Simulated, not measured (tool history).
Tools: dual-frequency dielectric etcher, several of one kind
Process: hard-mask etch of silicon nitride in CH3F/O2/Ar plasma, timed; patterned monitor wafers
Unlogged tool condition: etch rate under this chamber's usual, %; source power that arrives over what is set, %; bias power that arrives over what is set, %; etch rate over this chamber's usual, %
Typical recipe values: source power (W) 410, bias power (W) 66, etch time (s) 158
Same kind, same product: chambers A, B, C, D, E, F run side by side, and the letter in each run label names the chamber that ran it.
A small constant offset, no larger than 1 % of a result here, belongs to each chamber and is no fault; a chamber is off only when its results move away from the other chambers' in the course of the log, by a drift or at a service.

| run | hour | source power (W) | bias power (W) | etch time (s) | hours since the last wet clean | hours since the last source power generator calibration | hours since the last bias power generator calibration | read-back reference wafer on the same gauge, depth_nm | mean etch depth across the wafer (angstrom) |
|---|---|---|---|---|---|---|---|---|---|
|  | 5.4 | chamber B: bias power generator calibrated |
| 1E | 8.4 | 410 | 66 | 158 | 259 | 3939.7 | 2456.7 | 89.052 | 1076.7 |
| 2A | 17 | 410 | 66 | 158 | 87.2 | 1977 | 1515 | 88.975 | 1074.2 |
| 3F | 27.5 | 410 | 66 | 158 | 491.7 | 1214.2 | 173.1 | 89.012 | 1072.7 |
| 4C | 38 | 410 | 66 | 158 | 103.4 | 2982.2 | 2348.7 | 89.08 | 1090.9 |
| 5D | 51.9 | 490 | 55 | 158 | 339.3 | 2020.6 | 1168.7 | 88.999 | 1089.1 |
| 6B | 61.9 | 490 | 55 | 158 | 164.9 | 3672.1 | 56.5 | 89.042 | 1099.5 |
|  | 67.3 | chamber F: wet clean of the chamber |
| 7C | 72.8 | 490 | 55 | 158 | 138.2 | 3017 | 2383.5 | 88.973 | 1096.4 |
| 8D | 86.9 | 490 | 55 | 158 | 374.3 | 2055.6 | 1203.7 | 88.984 | 1090.9 |
| 9B | 98.7 | 490 | 55 | 158 | 201.7 | 3708.9 | 93.3 | 89.019 | 1087.7 |
| 10F | 109.2 | 490 | 55 | 158 | 41.9 | 1295.9 | 254.8 | 89.024 | 1083.7 |
| 11A | 122.1 | 410 | 66 | 158 | 192.3 | 2082.1 | 1620.1 | 88.988 | 1077.8 |
|  | 126.8 | chamber D: wet clean of the chamber |
| 12E | 133.5 | 410 | 66 | 158 | 384.1 | 4064.8 | 2581.8 | 88.942 | 1075.9 |
| 13C | 144.8 | 410 | 66 | 158 | 210.2 | 3089 | 2455.5 | 88.967 | 1085.4 |
|  | 151.2 | chamber C: bias power generator calibrated |
| 14A | 155.6 | 410 | 66 | 158 | 225.8 | 2115.6 | 1653.6 | 89.017 | 1082 |
| 15E | 165 | 440 | 53 | 158 | 415.6 | 4096.3 | 2613.3 | 88.937 | 1033.3 |
| 16F | 176.3 | 440 | 53 | 158 | 109 | 1363 | 321.9 | 89.025 | 1028.9 |
| 17D | 182.9 | 440 | 53 | 158 | 56.2 | 2151.6 | 1299.7 | 89.003 | 1032.9 |
| 18B | 193.6 | 440 | 53 | 158 | 296.6 | 3803.8 | 188.2 | 88.941 | 1040.1 |
| 19C | 202.4 | 440 | 53 | 158 | 267.8 | 3146.6 | 51.2 | 88.984 | 1038 |
| 20B | 213.9 | 440 | 53 | 158 | 316.9 | 3824.1 | 208.5 | 89.042 | 1035.2 |
| 21F | 223.1 | 410 | 66 | 158 | 155.8 | 1409.8 | 368.7 | 89.013 | 1080.9 |
| 22E | 231.8 | 410 | 66 | 158 | 482.4 | 4163.1 | 2680.1 | 88.968 | 1077.3 |
| 23D | 243.5 | 320 | 66 | 158 | 116.8 | 2212.2 | 1360.3 | 89.03 | 981.72 |
| 24A | 252.1 | 320 | 66 | 158 | 322.3 | 2212.1 | 1750.1 | 88.961 | 984.19 |
| 25D | 259.6 | 320 | 66 | 158 | 132.9 | 2228.3 | 1376.4 | 89.017 | 979.39 |
| 26A | 268.1 | 320 | 66 | 158 | 338.3 | 2228.1 | 1766.1 | 89.041 | 981.69 |
|  | 277 | chamber E: wet clean of the chamber |
| 27E | 278.2 | 320 | 66 | 158 | 1.3 | 4209.5 | 2726.5 | 89.016 | 1017.4 |
|  | 279.4 | chamber C: wet clean of the chamber |
| 28B | 284.8 | 320 | 66 | 158 | 387.8 | 3895 | 279.4 | 89.074 | 985.42 |
| 29F | 297.9 | 410 | 66 | 158 | 230.6 | 1484.6 | 443.5 | 89.011 | 1083.4 |
| 30C | 305.4 | 470 | 66 | 130.5 | 26.1 | 3249.6 | 154.2 | 88.997 | 945.75 |
| 31F | 316 | 470 | 66 | 130.5 | 248.7 | 1502.7 | 461.6 | 88.986 | 933.81 |
|  | 320.6 | chamber A: wet clean of the chamber |
| 32A | 322.3 | 470 | 66 | 130.5 | 1.8 | 2282.3 | 1820.3 | 89.012 | 938.06 |
| 33B | 331.5 | 470 | 66 | 130.5 | 434.5 | 3941.7 | 326.1 | 89.082 | 937.34 |
| 34D | 345.6 | 470 | 66 | 130.5 | 218.9 | 2314.3 | 1462.4 | 88.957 | 933.36 |
| 35E | 359.2 | 470 | 66 | 130.5 | 82.3 | 4290.5 | 2807.5 | 88.978 | 971.06 |
| 36C | 365.5 | 410 | 76 | 158 | 86.2 | 3309.7 | 214.3 | 88.999 | 1144 |
| 37C | 373.9 | 410 | 76 | 158 | 94.6 | 3318.1 | 222.7 | 88.941 | 1137.1 |
|  | 381.7 | chamber B: wet clean of the chamber |
| 38F | 383.1 | 410 | 76 | 158 | 315.8 | 1569.8 | 528.7 | 89.081 | 1128.5 |
|  | 385.5 | chamber E: source power generator calibrated |
| 39B | 396.7 | 410 | 76 | 158 | 15.1 | 4006.9 | 391.3 | 88.973 | 1132.9 |
| 40A | 409.3 | 410 | 76 | 158 | 88.8 | 2369.3 | 1907.3 | 88.975 | 1140.7 |
| 41E | 422.1 | 410 | 76 | 158 | 145.2 | 36.6 | 2870.4 | 88.988 | 1172.4 |
| 42D | 432.4 | 410 | 66 | 133 | 305.7 | 2401.1 | 1549.2 | 89.003 | 902.79 |
| 43E | 445.7 | 410 | 66 | 133 | 168.8 | 60.2 | 2894 | 88.92 | 941.06 |
| 44C | 457.4 | 410 | 66 | 133 | 178.1 | 3401.6 | 306.2 | 89.023 | 916.48 |

For the next run the whole fleet of 6 chambers uses the same settings. Give each chamber's results:
| 45A | 467.5 | 410 | 66 | 158 |  |  |  |  | ? |
| 45B | 467.5 | 410 | 66 | 158 |  |  |  |  | ? |
| 45C | 467.5 | 410 | 66 | 158 |  |  |  |  | ? |
| 45D | 467.5 | 410 | 66 | 158 |  |  |  |  | ? |
| 45E | 467.5 | 410 | 66 | 158 |  |  |  |  | ? |
| 45F | 467.5 | 410 | 66 | 158 |  |  |  |  | ? |

| run | mean etch depth across the wafer (angstrom) |
|---|---|
| 45A | 1082.4 |
| 45B | 1082.6 |
| 45C | 1088.7 |
| 45D | 1073.5 |
| 45E | 1118.6 |
| 45F | 1076 |

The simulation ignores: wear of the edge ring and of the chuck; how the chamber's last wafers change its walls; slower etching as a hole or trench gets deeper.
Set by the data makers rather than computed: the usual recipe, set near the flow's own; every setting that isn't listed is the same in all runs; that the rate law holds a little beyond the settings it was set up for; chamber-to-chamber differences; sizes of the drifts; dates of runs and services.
